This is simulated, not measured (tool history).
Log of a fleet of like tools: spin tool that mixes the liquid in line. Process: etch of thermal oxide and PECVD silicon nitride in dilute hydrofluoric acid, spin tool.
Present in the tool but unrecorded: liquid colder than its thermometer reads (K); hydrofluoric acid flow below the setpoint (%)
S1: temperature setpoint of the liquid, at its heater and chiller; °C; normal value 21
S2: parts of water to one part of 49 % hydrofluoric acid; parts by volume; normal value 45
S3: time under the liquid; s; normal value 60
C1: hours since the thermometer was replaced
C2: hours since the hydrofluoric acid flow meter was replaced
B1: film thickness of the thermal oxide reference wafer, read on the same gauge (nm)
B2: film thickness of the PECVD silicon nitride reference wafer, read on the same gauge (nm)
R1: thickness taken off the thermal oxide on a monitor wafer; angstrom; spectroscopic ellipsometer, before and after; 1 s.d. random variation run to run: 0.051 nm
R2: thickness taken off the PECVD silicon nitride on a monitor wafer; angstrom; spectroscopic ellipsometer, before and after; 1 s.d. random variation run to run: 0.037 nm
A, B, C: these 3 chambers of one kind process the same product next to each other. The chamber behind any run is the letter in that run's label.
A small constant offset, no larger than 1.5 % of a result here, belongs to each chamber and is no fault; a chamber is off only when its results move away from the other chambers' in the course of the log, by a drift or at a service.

Run 1B, hour 5: usual settings; C1 76.6; C2 1196.3; B1 79.963; B2 140.03. Result: R1 61.514 angstrom, R2 27.119 angstrom.
Run 2C, hour 10.5: usual settings; C1 621; C2 839.3; B1 79.997; B2 140.02. Result: R1 61.829 angstrom, R2 27.723 angstrom.
Run 3A, hour 15.3: usual settings; C1 1063.4; C2 116.1; B1 80.023; B2 140.01. Result: R1 61.617 angstrom, R2 27.245 angstrom.
Run 4C, hour 23: usual settings; C1 633.5; C2 851.8; B1 79.984; B2 139.99. Result: R1 60.851 angstrom, R2 26.998 angstrom.
Run 5A, hour 27.6: usual settings; C1 1075.7; C2 128.4; B1 80.005; B2 140.01. Result: R1 60.162 angstrom, R2 26.861 angstrom.
Run 6B, hour 33.9: usual settings; C1 105.5; C2 1225.2; B1 79.971; B2 140.02. Result: R1 60.412 angstrom, R2 26.694 angstrom.
At hour 40.7: chamber A: thermometer replaced.
Run 7B, hour 42.4: usual settings; C1 114; C2 1233.7; B1 79.998; B2 139.98. Result: R1 60.53 angstrom, R2 26.409 angstrom.
Run 8C, hour 49.8: usual settings; C1 660.3; C2 878.6; B1 80.018; B2 140.02. Result: R1 61.311 angstrom, R2 27.801 angstrom.
Run 9A, hour 55: usual settings; C1 14.4; C2 155.8; B1 79.981; B2 140.01. Result: R1 61.134 angstrom, R2 26.927 angstrom.
Run 10A, hour 60.8: usual settings; C1 20.2; C2 161.6; B1 79.987; B2 139.95. Result: R1 60.488 angstrom, R2 26.293 angstrom.
Run 11B, hour 68.5: usual settings; C1 140.1; C2 1259.8; B1 79.967; B2 139.99. Result: R1 61.168 angstrom, R2 27.345 angstrom.
Run 12C, hour 74.7: usual settings; C1 685.2; C2 903.5; B1 80.019; B2 140.04. Result: R1 61.656 angstrom, R2 26.935 angstrom.
Run 13B, hour 79.8: usual settings; C1 151.4; C2 1271.1; B1 80.048; B2 140. Result: R1 60.887 angstrom, R2 27.094 angstrom.
Run 14A, hour 85.6: usual settings; C1 45; C2 186.4; B1 80.009; B2 139.98. Result: R1 61.473 angstrom, R2 26.931 angstrom.
Run 15C, hour 92: usual settings; C1 702.5; C2 920.8; B1 80.014; B2 140.04. Result: R1 60.87 angstrom, R2 27.269 angstrom.
Run 16A, hour 96.2: usual settings; C1 55.6; C2 197; B1 80; B2 140.01. Result: R1 61.123 angstrom, R2 27.231 angstrom.
Run 17B, hour 100.2: usual settings; C1 171.8; C2 1291.5; B1 80.019; B2 140.01. Result: R1 61.106 angstrom, R2 26.177 angstrom.
Run 18C, hour 105.9: usual settings but S3 30 s; C1 716.4; C2 934.7; B1 80.012; B2 140. Result: R1 30.954 angstrom, R2 13.213 angstrom.
Run 19A, hour 110.9: usual settings but S3 30 s; C1 70.3; C2 211.7; B1 80.013; B2 139.97. Result: R1 30.982 angstrom, R2 13.454 angstrom.
Run 20C, hour 119.4: usual settings but S3 30 s; C1 729.9; C2 948.2; B1 80.032; B2 140.01. Result: R1 30.187 angstrom, R2 13.832 angstrom.
Run 21B, hour 126.2: usual settings but S2 55 parts by volume; C1 197.8; C2 1317.5; B1 79.986; B2 140. Result: R1 49.632 angstrom, R2 22.046 angstrom.
Run 22A, hour 131.2: usual settings but S2 55 parts by volume; C1 90.6; C2 232; B1 80.004; B2 139.99. Result: R1 49.003 angstrom, R2 21.556 angstrom.
Run 23C, hour 138.8: usual settings but S2 55 parts by volume; C1 749.3; C2 967.6; B1 80.055; B2 140. Result: R1 49.293 angstrom, R2 22.016 angstrom.
Run 24B, hour 143.5: usual settings but S3 50 s; C1 215.1; C2 1334.8; B1 79.984; B2 140.01. Result: R1 50.652 angstrom, R2 22.44 angstrom.
Run 25C, hour 151.4: usual settings but S3 50 s; C1 761.9; C2 980.2; B1 80.031; B2 139.97. Result: R1 51.348 angstrom, R2 22.352 angstrom.
Run 26A, hour 158.4: usual settings but S3 50 s; C1 117.8; C2 259.2; B1 79.966; B2 140. Result: R1 50.515 angstrom, R2 22.397 angstrom.
Run 27B, hour 163.5: usual settings; C1 235.1; C2 1354.8; B1 79.999; B2 140. Result: R1 61.115 angstrom, R2 26.492 angstrom.
Run 28B, hour 169.3: usual settings; C1 240.9; C2 1360.6; B1 80.03; B2 139.98. Result: R1 60.484 angstrom, R2 26.6 angstrom.
Run 29C, hour 173.2: usual settings; C1 783.7; C2 1002; B1 80; B2 140.01. Result: R1 62.556 angstrom, R2 26.986 angstrom.
Run 30A, hour 181.6: usual settings; C1 141; C2 282.4; B1 79.989; B2 140.04. Result: R1 61.961 angstrom, R2 26.884 angstrom.
Run 31A, hour 186.1: usual settings; C1 145.5; C2 286.9; B1 79.98; B2 140.01. Result: R1 61.126 angstrom, R2 26.825 angstrom.
Run 32B, hour 194.2: usual settings but S1 24 °C, S3 75 s; C1 265.8; C2 1385.5; B1 79.959; B2 140.03. Result: R1 87.358 angstrom, R2 41.612 angstrom.
Run 33C, hour 199.5: usual settings but S1 24 °C, S3 75 s; C1 810; C2 1028.3; B1 79.999; B2 139.98. Result: R1 87.5 angstrom, R2 40.473 angstrom.
Run 34A, hour 207.8: usual settings but S1 24 °C, S3 75 s; C1 167.2; C2 308.6; B1 80.011; B2 139.98. Result: R1 86.081 angstrom, R2 41.744 angstrom.
Run 35C, hour 212: usual settings but S1 25.5 °C; C1 822.5; C2 1040.8; B1 80.005; B2 139.98. Result: R1 74.073 angstrom, R2 36.475 angstrom.
Run 36B, hour 218.2: usual settings but S1 25.5 °C; C1 289.8; C2 1409.5; B1 79.975; B2 140.02. Result: R1 74.482 angstrom, R2 36.753 angstrom.
Run 37B, hour 222.2: usual settings but S1 25.5 °C; C1 293.8; C2 1413.5; B1 80.049; B2 140.02. Result: R1 74.537 angstrom, R2 36.675 angstrom.
Run 38C, hour 226.4: usual settings; C1 836.9; C2 1055.2; B1 80.01; B2 140.02. Result: R1 61.778 angstrom, R2 27.361 angstrom.

For the next run the whole fleet of 3 chambers uses the same settings. Give each chamber's results:
Run 39A, hour 232.7: usual settings. Result: R1 ?, R2 ?.
Run 39B, hour 232.7: usual settings. Result: R1 ?, R2 ?.
Run 39C, hour 232.7: usual settings. Result: R1 ?, R2 ?.

run      R1      R2
39A  61.341  26.387
39B  61.012  26.741
39C   61.45  26.855

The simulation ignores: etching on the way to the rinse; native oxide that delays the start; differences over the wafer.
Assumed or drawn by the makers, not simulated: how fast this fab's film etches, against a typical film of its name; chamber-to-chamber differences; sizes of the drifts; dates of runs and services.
